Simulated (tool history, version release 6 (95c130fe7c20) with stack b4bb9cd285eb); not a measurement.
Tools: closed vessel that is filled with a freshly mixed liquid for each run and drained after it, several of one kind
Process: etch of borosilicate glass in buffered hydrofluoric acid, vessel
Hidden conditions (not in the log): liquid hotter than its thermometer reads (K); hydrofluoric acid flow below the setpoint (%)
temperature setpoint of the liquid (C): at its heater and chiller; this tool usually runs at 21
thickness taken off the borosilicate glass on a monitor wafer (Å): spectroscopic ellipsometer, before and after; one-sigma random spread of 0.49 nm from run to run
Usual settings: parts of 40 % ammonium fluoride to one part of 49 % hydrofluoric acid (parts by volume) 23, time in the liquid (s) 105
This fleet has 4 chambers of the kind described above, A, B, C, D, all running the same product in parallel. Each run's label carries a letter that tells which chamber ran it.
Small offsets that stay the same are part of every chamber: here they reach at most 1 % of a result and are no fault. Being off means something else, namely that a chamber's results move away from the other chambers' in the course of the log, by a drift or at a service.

| run | hour | temperature setpoint of the liquid (C) | parts of 40 % ammonium fluoride to one part of 49 % hydrofluoric acid (parts by volume) | time in the liquid (s) | hours since the thermometer was replaced | hours since the hydrofluoric acid flow meter was replaced | read-back film thickness of the borosilicate glass reference wafer, read on the same gauge (nm) | thickness taken off the borosilicate glass on a monitor wafer (Å) |
|---|---|---|---|---|---|---|---|---|
| 1D | 6.3 | 21 | 23 | 105 | 2346.7 | 173 | 129.99 | 523.99 |
| 2A | 12.2 | 21 | 23 | 105 | 1828.1 | 1031 | 129.98 | 521.13 |
| 3B | 20.8 | 21 | 23 | 105 | 1191.1 | 325.1 | 129.99 | 504.54 |
| 4C | 30.6 | 21 | 23 | 105 | 1087.4 | 1165.9 | 129.99 | 503.29 |
| 5A | 36.9 | 21 | 23 | 105 | 1852.8 | 1055.7 | 130.06 | 502.52 |
| 6D | 42 | 21 | 27.5 | 105 | 2382.4 | 208.7 | 129.97 | 457.13 |
| 7C | 48.2 | 21 | 27.5 | 105 | 1105 | 1183.5 | 129.96 | 443.6 |
| 8B | 56.2 | 21 | 27.5 | 105 | 1226.5 | 360.5 | 129.97 | 446.8 |
| 9A | 62.6 | 21 | 27.5 | 105 | 1878.5 | 1081.4 | 130 | 447.54 |
| 10D | 69.5 | 21 | 23 | 105 | 2409.9 | 236.2 | 130.04 | 514.23 |
| 11C | 78.5 | 21 | 23 | 105 | 1135.3 | 1213.8 | 130.03 | 501.06 |
| 12B | 85.6 | 21 | 23 | 105 | 1255.9 | 389.9 | 130.02 | 500.73 |
| 13B | 93.2 | 21 | 23 | 105 | 1263.5 | 397.5 | 130 | 500.95 |
| 14D | 101.2 | 21 | 23 | 105 | 2441.6 | 267.9 | 129.96 | 508.36 |
| 15C | 111.4 | 21 | 23 | 105 | 1168.2 | 1246.7 | 130.01 | 508.59 |
| 16A | 117.5 | 21 | 23 | 105 | 1933.4 | 1136.3 | 130.04 | 491.72 |
| 17D | 122.6 | 21 | 23 | 105 | 2463 | 289.3 | 129.97 | 518.37 |
| 18B | 133 | 21 | 23 | 105 | 1303.3 | 437.3 | 129.98 | 502.83 |
| 19C | 143.2 | 24.5 | 23 | 105 | 1200 | 1278.5 | 130.01 | 605.96 |
| 20A | 148.8 | 24.5 | 23 | 105 | 1964.7 | 1167.6 | 130.02 | 583.91 |
| 21D | 158.4 | 24.5 | 23 | 105 | 2498.8 | 325.1 | 129.99 | 610.47 |
| 22C | 168.7 | 24.5 | 23 | 105 | 1225.5 | 1304 | 129.95 | 606.15 |
| 23B | 178.3 | 21 | 23 | 105 | 1348.6 | 482.6 | 129.97 | 506.66 |
| 24A | 187.8 | 21 | 23 | 105 | 2003.7 | 1206.6 | 129.99 | 473.99 |
| 25B | 198.5 | 21 | 23 | 105 | 1368.8 | 502.8 | 130.02 | 507.15 |
| 26D | 206.7 | 21 | 23 | 85 | 2547.1 | 373.4 | 129.94 | 413.87 |
| 27A | 212.1 | 21 | 23 | 85 | 2028 | 1230.9 | 129.99 | 376.32 |

Each of the 4 chambers runs these same settings next. Fill in every chamber's results:
| 28A | 220.3 | 21 | 23 | 105 |  |  |  | ? |
| 28B | 220.3 | 21 | 23 | 105 |  |  |  | ? |
| 28C | 220.3 | 21 | 23 | 105 |  |  |  | ? |
| 28D | 220.3 | 21 | 23 | 105 |  |  |  | ? |

| run | thickness taken off the borosilicate glass on a monitor wafer (Å) |
|---|---|
| 28A | 457.22 |
| 28B | 503.95 |
| 28C | 500.11 |
| 28D | 505.38 |

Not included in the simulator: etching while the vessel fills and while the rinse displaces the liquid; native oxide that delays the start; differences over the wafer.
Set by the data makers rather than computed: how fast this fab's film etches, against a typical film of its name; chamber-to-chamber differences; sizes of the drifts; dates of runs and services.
